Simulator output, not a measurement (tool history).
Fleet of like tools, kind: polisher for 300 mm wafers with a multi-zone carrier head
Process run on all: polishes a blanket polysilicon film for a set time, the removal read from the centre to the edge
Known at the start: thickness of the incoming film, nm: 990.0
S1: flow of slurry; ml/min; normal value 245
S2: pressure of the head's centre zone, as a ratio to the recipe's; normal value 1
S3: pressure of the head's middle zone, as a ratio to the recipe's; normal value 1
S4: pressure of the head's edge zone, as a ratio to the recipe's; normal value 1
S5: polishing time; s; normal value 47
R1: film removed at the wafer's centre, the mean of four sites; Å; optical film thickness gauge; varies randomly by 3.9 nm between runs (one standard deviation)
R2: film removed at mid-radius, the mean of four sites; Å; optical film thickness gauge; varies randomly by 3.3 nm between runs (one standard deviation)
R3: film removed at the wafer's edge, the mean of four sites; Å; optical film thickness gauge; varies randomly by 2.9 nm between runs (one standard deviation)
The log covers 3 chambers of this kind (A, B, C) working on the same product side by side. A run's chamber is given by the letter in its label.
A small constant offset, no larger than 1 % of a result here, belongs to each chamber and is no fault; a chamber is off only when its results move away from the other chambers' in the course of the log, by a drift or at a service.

run     day   S1    S2    S3    S4  S5      R1      R2      R3
 1A   0.317  245     1     1     1  47  3268.5  3280.9  3265.6
      0.579  -- chamber C: worn pad replaced by a new one
 2C   0.592  245     1     1     1  47  3181.5  3302.5  3304.6
 3B   0.896  245     1     1     1  47  3375.6  3271.2  3246.7
 4B   1.062  245     1     1     1  47  3263.9  3216.6    3269
 5A   1.383  245     1     1     1  47  3317.1  3267.7  3248.6
 6C   1.629  245     1     1     1  47  3301.4  3190.3  3268.2
      1.646  -- chamber A: slurry nozzle cleaned
 7B   1.792  245     1     1     1  47  3286.8  3203.3  3258.2
        1.9  -- chamber A: worn pad replaced by a new one
 8A   2.054  295     1     1     1  53  3822.5  3774.3  3732.3
 9C     2.3  295     1     1     1  53  3803.1  3816.6  3803.1
      2.317  -- chamber C: slurry nozzle cleaned
10C   2.446  295     1     1     1  53  3849.5  3786.1  3708.8
11B   2.758  245     1     1     1  47  3317.2  3282.2  3276.6
12A   2.908  245     1     1     1  47    3267  3268.7  3327.5
      3.112  -- chamber B: worn pad replaced by a new one
13B   3.221  245     1     1  0.96  47  3235.5  3238.6  3217.4
      3.317  -- chamber C: worn pad replaced by a new one
14C   3.379  245     1     1  0.96  47  3306.4  3280.9  3195.9
15A    3.65  245     1     1  0.96  47  3331.3  3237.4  3218.8
16C   3.917  245     1     1     1  47  3261.9  3209.2  3284.8
17B   4.096  245     1     1     1  47  3313.4    3208  3206.1
18A   4.312  210  0.96     1     1  47  3097.1  3236.1  3181.5
19B   4.462  210  0.96     1     1  47  3042.8  3211.5    3184
20C   4.625  210  0.96     1     1  47  3063.4  3222.4  3212.2
      4.658  -- chamber A: worn pad replaced by a new one
      4.675  -- chamber C: centre zone pressure recalibrated
21A   4.896  245     1     1     1  47  3225.2  3249.7  3295.3
22C     5.2  245  0.89     1     1  37  2026.3  2601.2  2609.1
23B     5.4  245  0.89     1     1  37  2281.5  2578.3    2550
24A   5.592  245  0.89     1     1  37    2282  2533.2  2574.8
      5.654  -- chamber C: worn pad replaced by a new one
25B   5.833  245     1     1     1  47  3235.6  3212.3  3253.8
26C   6.042  245     1     1     1  47  3012.1  3312.1  3245.8
27A   6.217  245  1.07  1.05     1  47    3559  3396.4  3287.3
28C    6.55  245  1.07  1.05     1  47  3141.7    3384  3276.5
29A   6.833  245  1.07  1.05     1  47  3493.6  3391.4  3298.8
      7.033  -- chamber B: worn pad replaced by a new one
30B   7.154  245     1  1.05     1  56    3977  4047.4  3896.6
31A   7.425  245     1  1.05     1  56  3897.1  4041.4  3915.4
32C   7.621  245     1  1.05     1  56  3536.2  4113.3  3838.4
33B   7.825  245     1     1     1  47  3285.3  3237.1  3259.6
      7.992  -- chamber A: worn pad replaced by a new one
34B       8  245     1     1     1  47  3285.9  3253.8  3278.1
35A   8.162  245     1     1  0.89  47  3283.8  3221.9  3100.8
      8.242  -- chamber C: worn pad replaced by a new one
36C   8.483  245     1     1  0.89  47  2960.5    3339  3076.8
37B   8.658  245     1     1  0.89  47  3339.1  3300.4  3114.4
38A   8.871  315     1     1     1  47  3361.2  3257.9  3383.4
39C   9.125  315     1     1     1  47  3048.2  3326.2  3303.3
40C   9.371  315     1     1     1  47  3026.7  3415.6  3368.8
41B   9.683  245     1     1     1  47  3306.4  3271.8  3225.8
42A   9.975  245     1     1     1  47  3258.4  3262.5  3285.3
43C  10.242  245     1     1     1  47  2910.2  3214.8  3275.9

Read the log: is a single chamber off, either drifting away or since a service, is the gauge that measures every chamber drifting, or is nothing wrong beyond small per-chamber offsets? Name any odd chamber and what most likely caused it.

Chamber C has stood off from the others ever since a service on it.
Likeliest cause: centre zone's pressure below its setpoint, % = 9.28.

Which of the 4 candidates below, each the usual settings with something changed and its results left as question marks, puts chamber C back in line with what the other chambers give on the usual settings?
A result is in line if it is within this distance of the other chambers' mean on the usual settings: R1 140 Å; R2 120 Å; R3 100 Å
44C-1  10.479  240  0.92  1.02  1.03  46   ?   ?   ?
44C-2  10.479  245  1.02  0.99  0.99  47   ?   ?   ?
44C-3  10.479  250  1.08  0.98  0.97  48   ?   ?   ?
44C-4  10.479  245  0.98  1.01  1.01  47   ?   ?   ?

Average result of the remaining chambers running the usual settings: R1 3280.4 Å; R2 3261.7 Å; R3 3269.4 Å
  run      R1      R2      R3
44C-1  2625.7  3240.9  3231.3
44C-2  3010.6  3228.6  3239.9
44C-3  3279.8  3273.8  3279.7
44C-4  2882.6  3288.9  3273.6
The right change is 44C-3: it brings the chamber back within the allowed miss of the others.

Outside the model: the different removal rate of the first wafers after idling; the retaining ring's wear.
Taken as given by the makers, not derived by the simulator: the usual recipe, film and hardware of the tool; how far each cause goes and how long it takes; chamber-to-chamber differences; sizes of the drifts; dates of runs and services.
